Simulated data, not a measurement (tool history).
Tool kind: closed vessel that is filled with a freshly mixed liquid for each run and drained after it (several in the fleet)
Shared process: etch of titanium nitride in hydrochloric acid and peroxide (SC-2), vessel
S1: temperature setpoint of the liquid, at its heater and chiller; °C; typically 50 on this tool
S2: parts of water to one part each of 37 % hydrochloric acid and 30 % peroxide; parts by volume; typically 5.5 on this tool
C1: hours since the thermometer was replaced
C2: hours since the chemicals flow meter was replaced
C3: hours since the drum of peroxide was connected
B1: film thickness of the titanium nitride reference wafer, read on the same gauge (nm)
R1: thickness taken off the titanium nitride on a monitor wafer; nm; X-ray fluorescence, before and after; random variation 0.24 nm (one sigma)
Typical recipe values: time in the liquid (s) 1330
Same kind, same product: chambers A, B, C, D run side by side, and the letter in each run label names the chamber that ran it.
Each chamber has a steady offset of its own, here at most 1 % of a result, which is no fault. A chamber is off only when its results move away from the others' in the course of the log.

run 1A hour=6.1 | S1=50 S2=5.5 time_in_the_liquid_(s)=1330 | C1=987.5 C2=405.3 C3=1023 | B1=149.95 | R1=49.72
run 2D hour=11.9 | S1=50 S2=5.5 time_in_the_liquid_(s)=1330 | C1=985.4 C2=1306 C3=1031.6 | B1=150 | R1=49.201
run 3C hour=19 | S1=50 S2=5.5 time_in_the_liquid_(s)=1330 | C1=325.7 C2=1427.1 C3=129.1 | B1=150.01 | R1=49.493
run 4B hour=26.5 | S1=50 S2=5.5 time_in_the_liquid_(s)=1330 | C1=307.3 C2=1223.3 C3=857.1 | B1=149.97 | R1=50.28
-- hour=30.6 chamber A: thermometer replaced
run 5C hour=32.2 | S1=50 S2=5.5 time_in_the_liquid_(s)=1330 | C1=338.9 C2=1440.3 C3=142.3 | B1=149.99 | R1=49.208
run 6A hour=38 | S1=50 S2=5.5 time_in_the_liquid_(s)=1330 | C1=7.4 C2=437.2 C3=1054.9 | B1=149.98 | R1=49.938
run 7B hour=45.7 | S1=50 S2=5.5 time_in_the_liquid_(s)=1330 | C1=326.5 C2=1242.5 C3=876.3 | B1=150.01 | R1=49.95
run 8D hour=52.2 | S1=50 S2=5.5 time_in_the_liquid_(s)=1330 | C1=1025.7 C2=1346.3 C3=1071.9 | B1=149.97 | R1=49.732
run 9A hour=56.9 | S1=50 S2=5.5 time_in_the_liquid_(s)=1330 | C1=26.3 C2=456.1 C3=1073.8 | B1=149.97 | R1=49.778
-- hour=63.2 chamber D: chemicals flow meter replaced
run 10B hour=64.9 | S1=50 S2=5.5 time_in_the_liquid_(s)=1330 | C1=345.7 C2=1261.7 C3=895.5 | B1=150 | R1=50.271
run 11D hour=73.4 | S1=50 S2=5.5 time_in_the_liquid_(s)=1330 | C1=1046.9 C2=10.3 C3=1093.1 | B1=149.98 | R1=50.732
run 12C hour=77.6 | S1=50 S2=5.5 time_in_the_liquid_(s)=1330 | C1=384.3 C2=1485.7 C3=187.7 | B1=150.02 | R1=49.689
run 13C hour=84.1 | S1=50 S2=5.5 time_in_the_liquid_(s)=1330 | C1=390.8 C2=1492.2 C3=194.2 | B1=149.98 | R1=49.485
run 14D hour=87.9 | S1=50 S2=5.5 time_in_the_liquid_(s)=1330 | C1=1061.4 C2=24.8 C3=1107.6 | B1=150.04 | R1=50.556
run 15B hour=92.1 | S1=50 S2=5.5 time_in_the_liquid_(s)=1330 | C1=372.9 C2=1288.9 C3=922.7 | B1=149.96 | R1=50.058
run 16A hour=97.5 | S1=50 S2=5.5 time_in_the_liquid_(s)=1330 | C1=66.9 C2=496.7 C3=1114.4 | B1=149.98 | R1=50.544
run 17D hour=102.9 | S1=50 S2=5.5 time_in_the_liquid_(s)=1330 | C1=1076.4 C2=39.8 C3=1122.6 | B1=149.99 | R1=51.142
run 18B hour=107.4 | S1=50 S2=5.5 time_in_the_liquid_(s)=1330 | C1=388.2 C2=1304.2 C3=938 | B1=149.96 | R1=50.425
run 19A hour=113.2 | S1=50 S2=5.5 time_in_the_liquid_(s)=1330 | C1=82.6 C2=512.4 C3=1130.1 | B1=149.97 | R1=50.168
run 20C hour=121.3 | S1=50 S2=5.5 time_in_the_liquid_(s)=1330 | C1=428 C2=1529.4 C3=231.4 | B1=150.05 | R1=49.272
run 21D hour=125.3 | S1=50 S2=5.5 time_in_the_liquid_(s)=1330 | C1=1098.8 C2=62.2 C3=1145 | B1=149.94 | R1=51.762
run 22C hour=131.2 | S1=40.5 S2=4 time_in_the_liquid_(s)=1330 | C1=437.9 C2=1539.3 C3=241.3 | B1=150.01 | R1=32.597
run 23B hour=136.2 | S1=40.5 S2=4 time_in_the_liquid_(s)=1330 | C1=417 C2=1333 C3=966.8 | B1=150.01 | R1=32.214
run 24A hour=139.9 | S1=40.5 S2=4 time_in_the_liquid_(s)=1330 | C1=109.3 C2=539.1 C3=1156.8 | B1=150.02 | R1=32.39
run 25A hour=146.5 | S1=40.5 S2=4 time_in_the_liquid_(s)=1330 | C1=115.9 C2=545.7 C3=1163.4 | B1=150.02 | R1=32.471
run 26B hour=151.8 | S1=50 S2=5.5 time_in_the_liquid_(s)=1330 | C1=432.6 C2=1348.6 C3=982.4 | B1=149.98 | R1=50.17
run 27C hour=160.1 | S1=50 S2=5.5 time_in_the_liquid_(s)=1330 | C1=466.8 C2=1568.2 C3=270.2 | B1=150.02 | R1=49.294
run 28D hour=164 | S1=57.5 S2=4.5 time_in_the_liquid_(s)=1330 | C1=1137.5 C2=100.9 C3=1183.7 | B1=150.03 | R1=97.631
run 29D hour=168.5 | S1=57.5 S2=4.5 time_in_the_liquid_(s)=1330 | C1=1142 C2=105.4 C3=1188.2 | B1=150.02 | R1=97.857
run 30B hour=172.7 | S1=57.5 S2=4.5 time_in_the_liquid_(s)=1330 | C1=453.5 C2=1369.5 C3=1003.3 | B1=150.01 | R1=94.758
run 31A hour=180.7 | S1=57.5 S2=4.5 time_in_the_liquid_(s)=1330 | C1=150.1 C2=579.9 C3=1197.6 | B1=150 | R1=93.743
run 32C hour=185.1 | S1=50 S2=5.5 time_in_the_liquid_(s)=1330 | C1=491.8 C2=1593.2 C3=295.2 | B1=149.98 | R1=49.5
run 33B hour=190.4 | S1=50 S2=5.5 time_in_the_liquid_(s)=1330 | C1=471.2 C2=1387.2 C3=1021 | B1=150 | R1=50.316
run 34A hour=198.4 | S1=50 S2=5.5 time_in_the_liquid_(s)=1330 | C1=167.8 C2=597.6 C3=1215.3 | B1=149.98 | R1=49.876
run 35D hour=206.3 | S1=50 S2=5.5 time_in_the_liquid_(s)=1330 | C1=1179.8 C2=143.2 C3=1226 | B1=150.01 | R1=52.067

Next, every chamber runs the same settings. What will each give?
run 36A hour=212.4 | S1=50 S2=5.5 time_in_the_liquid_(s)=1330 | R1=?
run 36B hour=212.4 | S1=50 S2=5.5 time_in_the_liquid_(s)=1330 | R1=?
run 36C hour=212.4 | S1=50 S2=5.5 time_in_the_liquid_(s)=1330 | R1=?
run 36D hour=212.4 | S1=50 S2=5.5 time_in_the_liquid_(s)=1330 | R1=?

run=36A R1=49.665
run=36B R1=50.307
run=36C R1=49.059
run=36D R1=52.644
